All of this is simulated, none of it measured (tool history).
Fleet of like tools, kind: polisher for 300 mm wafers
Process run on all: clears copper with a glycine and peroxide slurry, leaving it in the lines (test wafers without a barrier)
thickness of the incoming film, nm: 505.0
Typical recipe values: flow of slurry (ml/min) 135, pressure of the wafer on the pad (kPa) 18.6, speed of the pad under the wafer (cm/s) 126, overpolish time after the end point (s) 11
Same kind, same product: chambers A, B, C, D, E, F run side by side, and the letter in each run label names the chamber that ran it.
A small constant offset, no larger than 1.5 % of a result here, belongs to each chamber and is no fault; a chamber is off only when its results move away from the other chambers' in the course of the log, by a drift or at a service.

run   hour  flow of slurry (ml/min)  pressure of the wafer on the pad (kPa)  speed of the pad under the wafer (cm/s)  overpolish time after the end point (s)  wafers polished on this pad  hours since the slurry nozzle was cleaned  hours since the head pressure was calibrated  time until the end point was called (s)  dishing of a wide line in a test structure (Å)
       5.6  -- chamber E: worn pad replaced by a new one
       5.8  -- chamber A: worn pad replaced by a new one
 1D    8.6                      135                                    18.6                                      126                                       11                          243                                      504.7                                         211.2                                   92.337                                          288.96
      10.5  -- chamber A: head pressure recalibrated
 2C   18.7                      135                                    18.6                                      126                                       11                          246                                      410.4                                         302.2                                   97.550                                          298.64
      20.0  -- chamber F: worn pad replaced by a new one
 3B   25.9                      135                                    18.6                                      126                                       11                          588                                      128.8                                         422.5                                   94.636                                          302.47
 4F   34.9                      135                                    18.6                                      126                                       11                          129                                       52.6                                         557.8                                   95.256                                          304.36
 5A   42.7                      135                                    18.6                                      126                                       11                          319                                      542.4                                          32.2                                   96.418                                          293.40
 6E   49.3                      135                                    18.6                                      126                                       11                          379                                       64.9                                         820.0                                   93.135                                          297.18
      49.8  -- chamber B: worn pad replaced by a new one
      56.5  -- chamber C: worn pad replaced by a new one
 7A   56.5                      135                                    18.6                                      126                                       11                          439                                      556.2                                          46.0                                   92.036                                          298.07
 8F   62.9                      135                                    18.6                                       96                                       15                          372                                       80.6                                         585.8                                  118.180                                          314.72
 9E   69.4                      135                                    18.6                                       96                                       15                          553                                       85.0                                         840.1                                  120.250                                          307.22
10B   76.7                      135                                    18.6                                       96                                       15                          233                                      179.6                                         473.3                                  118.170                                          308.84
      78.5  -- chamber F: worn pad replaced by a new one
      78.6  -- chamber A: worn pad replaced by a new one
      80.3  -- chamber A: slurry nozzle cleaned
11D   82.8                      135                                    18.6                                       96                                       15                          886                                      578.9                                         285.4                                  118.300                                          311.03
      84.0  -- chamber E: head pressure recalibrated
12C   87.4                      135                                    18.6                                       96                                       15                          267                                      479.1                                         370.9                                  122.500                                          318.07
13C   95.0                      135                                    18.6                                       96                                       15                          333                                      486.7                                         378.5                                  118.200                                          337.08
14A  105.4                      135                                    18.6                                      126                                       11                          232                                       25.2                                          94.9                                   93.250                                          292.44
     106.8  -- chamber E: worn pad replaced by a new one
     112.3  -- chamber B: head pressure recalibrated
15B  112.3                      135                                    18.6                                      126                                       11                          541                                      215.2                                           0.0                                   94.090                                          291.23
     115.1  -- chamber C: worn pad replaced by a new one
16D  119.0                      135                                    18.6                                      126                                       11                         1200                                      615.1                                         321.6                                   94.950                                          291.89
17E  129.6                      135                                    18.6                                      126                                       11                          197                                      145.2                                          45.7                                   96.048                                          292.43
18F  138.9                      165                                    18.6                                      126                                       11                          523                                      156.6                                         661.8                                   93.072                                          315.80
19D  148.2                      165                                    18.6                                      126                                       11                         1453                                      644.3                                         350.8                                   91.010                                          304.54
     150.2  -- chamber F: worn pad replaced by a new one
     150.6  -- chamber B: worn pad replaced by a new one
     153.2  -- chamber A: worn pad replaced by a new one
20F  156.9                      165                                    18.6                                      126                                       11                           58                                      174.6                                         679.8                                   93.372                                          308.20
21B  162.5                      165                                    18.6                                      126                                       11                          103                                      265.4                                          50.2                                   90.862                                          315.78
     163.0  -- chamber D: slurry nozzle cleaned
22E  172.1                      165                                    18.6                                      126                                       11                          566                                      187.7                                          88.2                                   89.632                                          293.96
     175.3  -- chamber C: worn pad replaced by a new one
23C  177.2                      165                                    18.6                                      126                                       11                           17                                      568.9                                         460.7                                   91.861                                          309.51
24A  185.7                      135                                    18.6                                      126                                       11                          282                                      105.5                                         175.2                                   96.481                                          287.32
25E  191.9                      135                                    18.6                                      126                                       11                          737                                      207.5                                         108.0                                   94.298                                          294.03
     200.1  -- chamber E: worn pad replaced by a new one
26D  201.4                      135                                    18.6                                      126                                       11                         1914                                       38.4                                         404.0                                   98.857                                          280.04
27B  210.5                      135                                    18.6                                      126                                       11                          519                                      313.4                                          98.2                                   95.854                                          302.54
28F  218.6                      135                                    23.4                                      126                                       11                          592                                      236.3                                         741.5                                   76.020                                          338.10
     221.5  -- chamber F: worn pad replaced by a new one
29C  225.6                      135                                    23.4                                      126                                       11                          436                                      617.3                                         509.1                                   75.184                                          328.14
     232.6  -- chamber A: worn pad replaced by a new one
30A  233.0                      135                                    23.4                                      126                                       11                            4                                      152.8                                         222.5                                   77.875                                          331.64
     238.5  -- chamber C: worn pad replaced by a new one
31C  242.0                      135                                    23.4                                      126                                       11                           30                                      633.7                                         525.5                                   76.622                                          322.59
32F  246.7                      135                                    23.4                                      126                                       11                          218                                      264.4                                         769.6                                   75.915                                          332.96
33D  252.8                      135                                    23.4                                      126                                       11                         2359                                       89.8                                         455.4                                   83.088                                          310.37
     259.8  -- chamber B: worn pad replaced by a new one
34B  260.0                      135                                    18.6                                      126                                       11                            2                                      362.9                                         147.7                                   94.380                                          306.87
35A  265.0                      150                                    18.6                                      126                                       16                          281                                      184.8                                         254.5                                   92.936                                          358.31
36E  275.1                      150                                    18.6                                      126                                       16                          650                                      290.7                                         191.2                                   96.053                                          364.52
37A  284.4                      150                                    18.6                                      126                                       16                          449                                      204.2                                         273.9                                   95.064                                          370.58
     291.9  -- chamber E: worn pad replaced by a new one
38B  293.3                      150                                    18.6                                      126                                       16                          290                                      396.2                                         181.0                                   91.606                                          374.27
     296.1  -- chamber F: worn pad replaced by a new one
39F  299.4                      150                                    18.6                                      126                                       16                           28                                      317.1                                         822.3                                   94.049                                          362.78
40C  304.7                      150                                    18.6                                      126                                       16                          574                                      696.4                                         588.2                                   91.176                                          372.54
     310.4  -- chamber A: worn pad replaced by a new one
41D  313.3                      135                                    18.6                                      126                                       11                         2883                                      150.3                                         515.9                                  102.420                                          276.29
42E  318.1                      135                                    18.6                                      126                                       11                          227                                      333.7                                         234.2                                   95.189                                          282.64
43D  323.6                      135                                    18.6                                      126                                       11                         2972                                      160.6                                         526.2                                  104.030                                          279.16
44A  334.2                      135                                    18.6                                      126                                       11                          207                                      254.0                                         323.7                                   95.909                                          295.23

Decide between three cases: one chamber stands off from its peers, the gauge reading all wafers drifts, or nothing is wrong past each chamber's small offset. Where a chamber is off, say which and what most likely put it there.

One chamber, D, drifts off from the rest bit by bit.
Likeliest cause: removal rate lost through wear of the pad, % = 10.4.
It could be hard to tell apart here from: head's pressure below its setpoint, %.

Below are 4 candidate recipes for chamber D's next run, each the usual settings with a change, their results shown as question marks. Which of them brings D's results back in line with what the other chambers give on the usual settings?
To be in line, a result may differ from the other chambers' mean on the usual settings by at most: time until the end point was called (s) 5.000; dishing of a wide line in a test structure (Å) 25.00
45D-1  341.8                      140                                    20.7                                      140                                       12                                                                                                                                                              ?                                               ?
45D-2  341.8                      135                                    17.9                                      118                                       11                                                                                                                                                              ?                                               ?
45D-3  341.8                      130                                    16.5                                      112                                       10                                                                                                                                                              ?                                               ?
45D-4  341.8                      135                                    19.3                                      134                                       11                                                                                                                                                              ?                                               ?

Usual-settings mean across the other chambers: time until the end point was called (s) 95.171; dishing of a wide line in a test structure (Å) 297.51
  run  time until the end point was called (s)  dishing of a wide line in a test structure (Å)
45D-1                                   87.214                                          323.10
45D-2                                  115.220                                          263.80
45D-3                                  129.600                                          229.09
45D-4                                   96.920                                          291.38
45D-4 puts the chamber back in line with the other chambers.
